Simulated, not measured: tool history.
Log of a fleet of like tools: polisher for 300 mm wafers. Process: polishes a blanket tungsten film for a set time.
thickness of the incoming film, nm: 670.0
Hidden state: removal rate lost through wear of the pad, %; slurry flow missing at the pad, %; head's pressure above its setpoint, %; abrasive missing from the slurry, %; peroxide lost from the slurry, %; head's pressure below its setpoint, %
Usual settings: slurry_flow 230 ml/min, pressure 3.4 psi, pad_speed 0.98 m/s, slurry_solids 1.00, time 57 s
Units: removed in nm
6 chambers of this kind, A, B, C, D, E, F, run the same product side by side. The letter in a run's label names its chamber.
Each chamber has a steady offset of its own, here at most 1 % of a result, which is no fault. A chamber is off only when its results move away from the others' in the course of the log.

run	hour	slurry_flow	pressure	pad_speed	slurry_solids	time	wafers polished on this pad	hours since the slurry nozzle was cleaned	hours since the head pressure was calibrated	hours since the slurry blender was calibrated	hours since the slurry got fresh peroxide	removed
1E	6.9	230	3.4	0.98	1.00	57	953	165.6	222.4	165.3	94.8	240.48
# hour 7.6: chamber E: worn pad replaced by a new one
# hour 8.3: chamber A: slurry blender recalibrated
# hour 12.9: chamber B: worn pad replaced by a new one
2F	15.1	230	3.4	0.98	1.00	57	244	216.9	481.2	77.2	20.1	244.94
# hour 16.5: chamber A: worn pad replaced by a new one
3C	24.3	230	3.4	0.98	1.00	57	982	157.1	148.6	155.8	65.3	242.24
# hour 32.6: chamber D: worn pad replaced by a new one
4B	35.3	230	3.4	0.98	1.00	57	253	246.1	312.6	74.9	168.6	241.45
# hour 40.3: chamber B: slurry tank refilled with fresh slurry and peroxide
5D	41.3	230	3.4	0.98	1.00	57	98	399.6	1080.6	153.1	63.2	242.77
# hour 45.4: chamber F: slurry nozzle cleaned
# hour 47.1: chamber C: slurry tank refilled with fresh slurry and peroxide
# hour 47.2: chamber C: worn pad replaced by a new one
# hour 50.7: chamber E: slurry tank refilled with fresh slurry and peroxide
6A	52.2	230	3.4	0.98	1.00	57	403	80.6	83.3	43.9	161.2	245.12
# hour 57.0: chamber F: worn pad replaced by a new one
7A	60.3	230	3.4	0.98	1.00	57	494	88.7	91.4	52.0	169.3	243.46
8D	66.1	230	3.4	0.98	1.00	57	377	424.4	1105.4	177.9	88.0	242.03
# hour 73.9: chamber F: slurry blender recalibrated
# hour 74.4: chamber F: head pressure recalibrated
# hour 75.7: chamber F: slurry tank refilled with fresh slurry and peroxide
# hour 76.1: chamber E: worn pad replaced by a new one
9F	78.3	230	3.4	0.98	1.00	57	241	32.9	3.9	4.5	2.7	244.07
10C	86.4	230	3.4	0.98	1.00	57	443	219.2	210.7	217.9	39.3	243.50
# hour 88.7: chamber B: worn pad replaced by a new one
# hour 90.1: chamber B: head pressure recalibrated
# hour 92.6: chamber A: slurry tank refilled with fresh slurry and peroxide
11B	95.9	230	3.4	0.98	1.00	57	82	306.7	5.8	135.5	55.7	241.05
# hour 96.1: chamber A: worn pad replaced by a new one
12E	106.8	230	3.4	0.98	1.00	57	346	265.5	322.3	265.2	56.1	246.13
13E	114.0	230	3.4	0.98	1.00	57	427	272.7	329.5	272.4	63.3	242.81
# hour 121.6: chamber F: worn pad replaced by a new one
14D	122.9	230	3.4	0.98	1.20	57	1018	481.2	1162.2	234.7	144.8	251.74
# hour 123.8: chamber A: slurry blender recalibrated
# hour 130.9: chamber C: slurry tank refilled with fresh slurry and peroxide
15C	134.7	230	3.4	0.98	1.20	57	987	267.5	259.0	266.2	3.8	250.18
# hour 138.5: chamber E: slurry nozzle cleaned
# hour 142.7: chamber D: worn pad replaced by a new one
16F	144.1	230	3.4	0.98	1.20	57	254	98.7	69.7	70.3	68.5	254.77
# hour 153.1: chamber E: worn pad replaced by a new one
# hour 153.1: chamber C: worn pad replaced by a new one
17B	157.1	230	3.4	0.98	1.20	57	772	367.9	67.0	196.7	116.9	250.68
# hour 159.1: chamber D: head pressure recalibrated
# hour 162.1: chamber A: worn pad replaced by a new one
18A	163.5	230	3.4	0.98	1.20	57	16	191.9	194.6	39.7	71.0	253.64
# hour 164.8: chamber B: worn pad replaced by a new one
# hour 166.9: chamber D: slurry blender recalibrated
# hour 168.7: chamber E: head pressure recalibrated
# hour 169.1: chamber F: slurry tank refilled with fresh slurry and peroxide
# hour 170.0: chamber E: slurry tank refilled with fresh slurry and peroxide
19F	170.1	230	3.4	0.98	1.20	57	547	124.7	95.7	96.3	1.1	251.85
20E	180.6	230	3.4	0.98	1.00	57	311	42.2	11.9	339.0	10.7	243.19
# hour 187.9: chamber F: worn pad replaced by a new one
21C	190.9	230	3.4	0.98	1.00	57	426	323.7	315.2	322.4	60.0	235.12
22A	202.2	230	3.4	0.98	1.00	57	452	230.6	233.3	78.4	109.7	240.42
# hour 204.8: chamber D: slurry tank refilled with fresh slurry and peroxide
# hour 206.2: chamber A: slurry nozzle cleaned
# hour 207.7: chamber F: slurry blender recalibrated
# hour 211.7: chamber B: slurry tank refilled with fresh slurry and peroxide
23D	214.3	230	3.4	0.98	1.00	57	808	572.6	55.3	47.5	9.6	242.40
# hour 214.7: chamber E: slurry blender recalibrated
# hour 222.2: chamber E: worn pad replaced by a new one
24B	225.7	230	3.4	0.98	1.00	57	687	436.5	135.6	265.3	14.1	244.57
# hour 225.8: chamber C: head pressure recalibrated
# hour 230.6: chamber A: worn pad replaced by a new one
25C	232.5	230	3.4	0.98	1.00	57	895	365.3	6.7	364.0	101.6	235.42
# hour 233.0: chamber C: slurry tank refilled with fresh slurry and peroxide
# hour 239.1: chamber B: slurry blender recalibrated
26B	239.1	230	3.4	0.98	1.00	57	838	449.9	149.0	0.1	27.5	241.29
# hour 245.6: chamber A: slurry blender recalibrated
# hour 246.7: chamber F: slurry tank refilled with fresh slurry and peroxide
27E	250.3	230	3.4	0.98	1.00	57	317	111.9	81.6	35.6	80.4	237.93
# hour 252.0: chamber B: slurry nozzle cleaned
# hour 253.4: chamber B: worn pad replaced by a new one
# hour 257.9: chamber D: worn pad replaced by a new one
# hour 259.4: chamber A: slurry tank refilled with fresh slurry and peroxide
# hour 259.8: chamber C: worn pad replaced by a new one
28A	260.8	230	3.4	0.98	1.00	57	340	54.6	291.9	15.3	1.4	244.36
# hour 260.9: chamber F: worn pad replaced by a new one
29F	271.2	230	3.4	0.76	0.75	57	117	225.8	196.8	63.6	24.6	176.32
# hour 275.1: chamber F: slurry nozzle cleaned
30D	281.9	230	3.4	0.76	0.75	57	270	640.2	122.9	115.1	77.2	178.69
31A	289.1	230	3.4	0.76	0.75	57	660	82.9	320.2	43.6	29.7	174.15
32E	300.7	230	3.4	0.76	0.75	57	886	162.3	132.0	86.0	130.8	177.48
33C	306.5	230	3.4	0.76	0.75	57	527	439.3	80.7	438.0	73.6	167.05
34B	317.4	230	3.4	0.76	0.75	57	721	65.5	227.3	78.4	105.8	175.73
35D	325.2	230	3.4	0.98	1.00	57	759	683.5	166.2	158.4	120.5	238.46
# hour 331.8: chamber F: worn pad replaced by a new one
36F	333.6	230	3.4	0.98	1.00	57	20	58.6	259.2	126.0	87.0	242.04
37B	345.1	230	3.4	0.98	1.00	57	1034	93.2	255.0	106.1	133.5	242.49

What goes on in this fleet: one chamber off, a drifting gauge, or nothing beyond the chambers' own small offsets? Name the chamber and the cause, if any.

Chamber C drifts away from the others.
Cause: abrasive missing from the slurry, % = 23.7.
The log may not tell that from: slurry flow missing at the pad, %.

Here are 4 candidates for chamber C's next run, each the usual settings with a change, their results left as question marks. Which one brings its results back in line with what the others give on the usual settings?
In line means no further than this from the other chambers' mean on the usual settings: removed 7.50 nm
38C-1	354.7	230	3.4	1.04	1.00	57						?
38C-2	354.7	230	3.2	0.98	1.00	54						?
38C-3	354.7	230	3.2	0.98	1.00	57						?
38C-4	354.7	230	3.5	1.02	1.00	59						?

The other chambers' mean on the usual settings: removed 242.26 nm
run	removed
38C-1	245.39
38C-2	205.89
38C-3	217.33
38C-4	256.43
38C-1 brings the chamber back in line.
